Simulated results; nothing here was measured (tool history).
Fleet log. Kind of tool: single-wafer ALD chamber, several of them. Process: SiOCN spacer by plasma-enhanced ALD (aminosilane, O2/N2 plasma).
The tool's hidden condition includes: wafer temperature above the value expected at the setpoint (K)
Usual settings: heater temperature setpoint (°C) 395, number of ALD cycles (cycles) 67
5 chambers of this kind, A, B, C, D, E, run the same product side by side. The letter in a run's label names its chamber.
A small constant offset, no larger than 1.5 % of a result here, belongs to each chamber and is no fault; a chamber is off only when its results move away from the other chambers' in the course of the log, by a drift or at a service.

| run | hour | heater temperature setpoint (°C) | number of ALD cycles (cycles) | hours since the last thermocouple change | read-back reference wafer on the same gauge, thickness_nm | mean film thickness on the monitor wafer (nm) |
|---|---|---|---|---|---|---|
| 1A | 10 | 395 | 67 | 575.7 | 4.1978 | 4.0702 |
| 2E | 18.7 | 395 | 67 | 1104.6 | 4.1993 | 4.0789 |
| 3B | 27 | 395 | 67 | 615 | 4.1986 | 4.0158 |
| 4D | 38.3 | 395 | 67 | 1353.8 | 4.2008 | 4.0875 |
|  | 42 | chamber D: thermocouple changed; heater temperature recalibrated |
| 5C | 43.7 | 395 | 67 | 943.9 | 4.1977 | 4.0445 |
| 6D | 53.6 | 395 | 67 | 11.6 | 4.201 | 4.0824 |
| 7C | 60.3 | 395 | 67 | 960.5 | 4.201 | 4.0387 |
| 8B | 68.9 | 383 | 55 | 656.9 | 4.2014 | 3.2877 |
| 9A | 74.5 | 383 | 55 | 640.2 | 4.1985 | 3.3423 |
| 10E | 83.9 | 383 | 55 | 1169.8 | 4.1987 | 3.3412 |
| 11A | 90.3 | 383 | 55 | 656 | 4.2019 | 3.3573 |
| 12D | 96.7 | 383 | 55 | 54.7 | 4.202 | 3.3595 |
| 13E | 107.9 | 395 | 67 | 1193.8 | 4.1999 | 4.0639 |
| 14C | 113 | 395 | 67 | 1013.2 | 4.199 | 4.037 |
| 15B | 124.1 | 406 | 78 | 712.1 | 4.2018 | 4.5684 |
| 16C | 135.3 | 406 | 78 | 1035.5 | 4.1986 | 4.6266 |
| 17A | 141.1 | 406 | 78 | 706.8 | 4.1996 | 4.649 |
| 18D | 150.9 | 406 | 78 | 108.9 | 4.202 | 4.655 |
| 19E | 159.3 | 406 | 78 | 1245.2 | 4.1982 | 4.6533 |
| 20B | 165.7 | 395 | 67 | 753.7 | 4.2004 | 3.9996 |
| 21A | 174.3 | 395 | 67 | 740 | 4.1982 | 4.0637 |
| 22B | 182.3 | 395 | 67 | 770.3 | 4.2018 | 4.013 |
| 23D | 189.6 | 407 | 67 | 147.6 | 4.2004 | 4.0025 |
| 24C | 200 | 407 | 67 | 1100.2 | 4.1997 | 3.9598 |
| 25E | 210.8 | 407 | 67 | 1296.7 | 4.1988 | 3.9756 |
| 26E | 219.6 | 407 | 67 | 1305.5 | 4.2025 | 3.9911 |
| 27A | 226.5 | 407 | 67 | 792.2 | 4.198 | 3.979 |
| 28B | 234 | 395 | 67 | 822 | 4.2021 | 3.9946 |
| 29D | 243 | 395 | 67 | 201 | 4.1991 | 4.0682 |
| 30C | 254.4 | 395 | 67 | 1154.6 | 4.2013 | 4.0666 |
| 31E | 261 | 395 | 67 | 1346.9 | 4.2006 | 4.0801 |
| 32D | 270.9 | 395 | 67 | 228.9 | 4.199 | 4.0715 |
| 33B | 280 | 388 | 67 | 868 | 4.2011 | 4.0066 |
| 34C | 290.4 | 388 | 67 | 1190.6 | 4.2004 | 4.0468 |
| 35A | 297.7 | 388 | 67 | 863.4 | 4.2019 | 4.0708 |
| 36C | 308.1 | 388 | 67 | 1208.3 | 4.1997 | 4.0436 |

Predict what each chamber gives when all 5 of them run the settings below next.
| 37A | 316.3 | 387 | 67 |  |  | ? |
| 37B | 316.3 | 387 | 67 |  |  | ? |
| 37C | 316.3 | 387 | 67 |  |  | ? |
| 37D | 316.3 | 387 | 67 |  |  | ? |
| 37E | 316.3 | 387 | 67 |  |  | ? |

| run | mean film thickness on the monitor wafer (nm) |
|---|---|
| 37A | 4.0742 |
| 37B | 4.012 |
| 37C | 4.0412 |
| 37D | 4.0768 |
| 37E | 4.079 |
